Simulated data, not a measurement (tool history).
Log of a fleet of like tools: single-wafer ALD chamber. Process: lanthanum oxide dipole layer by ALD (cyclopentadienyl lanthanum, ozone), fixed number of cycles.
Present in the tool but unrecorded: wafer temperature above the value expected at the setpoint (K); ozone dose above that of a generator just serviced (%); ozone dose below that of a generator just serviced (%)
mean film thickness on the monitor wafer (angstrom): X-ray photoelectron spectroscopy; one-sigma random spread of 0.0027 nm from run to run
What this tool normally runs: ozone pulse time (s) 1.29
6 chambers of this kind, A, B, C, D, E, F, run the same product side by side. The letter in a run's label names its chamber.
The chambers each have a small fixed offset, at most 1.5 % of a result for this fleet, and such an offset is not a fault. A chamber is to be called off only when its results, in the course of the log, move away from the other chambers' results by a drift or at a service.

run,hour,ozone pulse time (s),hours since the last thermocouple change,hours since the last ozone generator service,"read-back reference wafer on the same gauge, thickness_nm",mean film thickness on the monitor wafer (angstrom)
1F,6.7,1.29,499.8,1040.9,0.44044,5.2521
2D,16.4,1.29,1216.6,445.6,0.44092,5.4143
# hour 19.9: chamber F: ozone generator serviced
3C,27.2,1.29,861.1,183.0,0.44133,5.2907
4E,33.4,1.29,837.0,56.6,0.44074,5.2884
5B,41.1,1.29,344.7,605.5,0.44076,5.3474
6A,50.6,1.29,851.8,249.0,0.44098,5.3266
7A,59.4,1.29,860.6,257.8,0.44076,5.3475
8E,70.5,1.29,874.1,93.7,0.44165,5.2724
9B,80.2,1.29,383.8,644.6,0.44132,5.2999
10C,90.6,1.29,924.5,246.4,0.44046,5.3265
11D,95.9,1.29,1296.1,525.1,0.44117,5.3960
12F,104.7,1.58,597.8,84.8,0.44113,5.4776
13C,111.8,1.58,945.7,267.6,0.44104,5.5456
# hour 111.9: chamber D: thermocouple changed; heater temperature recalibrated
14D,117.8,1.58,6.0,547.0,0.44042,5.5786
# hour 124.8: chamber E: thermocouple changed; heater temperature recalibrated
15E,124.8,1.58,0.1,148.0,0.44099,5.4437
16A,131.2,1.58,932.4,329.6,0.44140,5.5634
17B,138.2,1.58,441.8,702.6,0.44069,5.4792
18F,147.8,1.14,640.9,127.9,0.44091,5.1202
19C,153.9,1.14,987.8,309.7,0.44117,5.2133
20A,162.2,1.14,963.4,360.6,0.44097,5.1943
21E,170.8,1.14,46.1,194.0,0.44102,5.1555
22D,182.2,1.14,70.4,611.4,0.44073,5.2285
23B,193.1,1.14,496.7,757.5,0.44033,5.1504
24F,200.4,1.29,693.5,180.5,0.44122,5.2467
25B,210.4,1.59,514.0,774.8,0.44061,5.4891
26C,217.5,1.59,1051.4,373.3,0.44100,5.5691
27E,224.7,1.59,100.0,247.9,0.44108,5.5692
28D,232.8,1.59,121.0,662.0,0.44132,5.5898
29F,238.1,1.59,731.2,218.2,0.44046,5.4682
30A,246.9,1.59,1048.1,445.3,0.44136,5.5816
31E,252.8,1.29,128.1,276.0,0.44100,5.2901
32A,258.6,1.29,1059.8,457.0,0.44182,5.3540
33C,269.7,1.29,1103.6,425.5,0.44085,5.3378
34B,277.2,1.29,580.8,841.6,0.44067,5.3356
35D,288.0,1.29,176.2,717.2,0.44061,5.4318
36F,297.5,1.29,790.6,277.6,0.44021,5.2589
37E,309.1,1.29,184.4,332.3,0.44125,5.2740

For the next run the whole fleet of 6 chambers uses the same settings. Give each chamber's results:
38A,317.5,0.87,,,,?
38B,317.5,0.87,,,,?
38C,317.5,0.87,,,,?
38D,317.5,0.87,,,,?
38E,317.5,0.87,,,,?
38F,317.5,0.87,,,,?

run,mean film thickness on the monitor wafer (angstrom)
38A,4.7971
38B,4.7320
38C,4.7813
38D,4.8377
38E,4.7063
38F,4.7547
